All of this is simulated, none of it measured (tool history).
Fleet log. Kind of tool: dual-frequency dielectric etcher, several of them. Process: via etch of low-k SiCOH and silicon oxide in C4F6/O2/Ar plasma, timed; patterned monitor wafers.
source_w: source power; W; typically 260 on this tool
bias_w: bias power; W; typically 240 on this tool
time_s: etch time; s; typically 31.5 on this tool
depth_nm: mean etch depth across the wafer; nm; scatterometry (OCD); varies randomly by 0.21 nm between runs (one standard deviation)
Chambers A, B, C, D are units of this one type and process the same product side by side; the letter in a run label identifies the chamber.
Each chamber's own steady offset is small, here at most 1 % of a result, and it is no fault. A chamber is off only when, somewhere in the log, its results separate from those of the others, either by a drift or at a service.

run	hour	source_w	bias_w	time_s	read-back reference wafer on the same gauge, depth_nm	depth_nm
1B	12.1	260	240	31.5	71.862	68.779
2C	21.1	260	240	31.5	71.922	68.946
3D	31.0	260	240	31.5	71.891	69.651
4A	38.3	260	240	31.5	71.932	69.018
5A	52.4	260	240	31.5	71.947	69.016
6D	65.7	260	240	31.5	71.839	69.668
7C	77.1	260	240	31.5	71.901	68.564
8B	87.0	230	240	31.5	71.882	65.667
9A	96.5	230	240	31.5	71.922	66.334
10B	104.1	230	240	31.5	71.939	65.827
11C	112.6	230	240	31.5	71.900	65.238
12D	121.0	220	240	31.5	71.917	65.367
13A	134.8	220	240	31.5	71.918	65.227
14B	149.1	220	240	31.5	71.907	64.569
15C	155.9	220	240	31.5	71.921	64.176
16D	169.1	260	240	31.5	71.902	69.425
17D	179.1	260	240	31.5	71.874	69.074
18A	192.4	260	240	31.5	71.877	69.133
19C	199.7	260	240	31.5	71.921	67.915
20B	209.8	260	240	31.5	71.871	68.461
21D	218.9	260	240	31.5	71.875	69.703
22C	227.0	260	240	31.5	71.944	67.779
# hour 232.4: chamber D: wet clean of the chamber
23A	236.7	260	240	31.5	71.886	68.856
# hour 248.1: chamber A: wet clean of the chamber
24B	250.1	260	240	31.5	71.862	68.732
# hour 253.5: chamber B: wet clean of the chamber
25B	262.3	260	240	31.5	71.914	68.818
26C	268.6	260	240	31.5	71.921	67.408
27D	281.0	260	240	31.5	71.882	69.321
28A	295.4	260	240	31.5	71.875	69.340
29C	308.3	260	240	31.5	71.835	67.132
30D	319.7	260	240	31.5	71.831	69.577

Each of the 4 chambers runs these same settings next. Fill in every chamber's results:
31A	330.1	260	189	31.5		?
31B	330.1	260	189	31.5		?
31C	330.1	260	189	31.5		?
31D	330.1	260	189	31.5		?

run	depth_nm
31A	63.826
31B	63.782
31C	61.844
31D	63.916
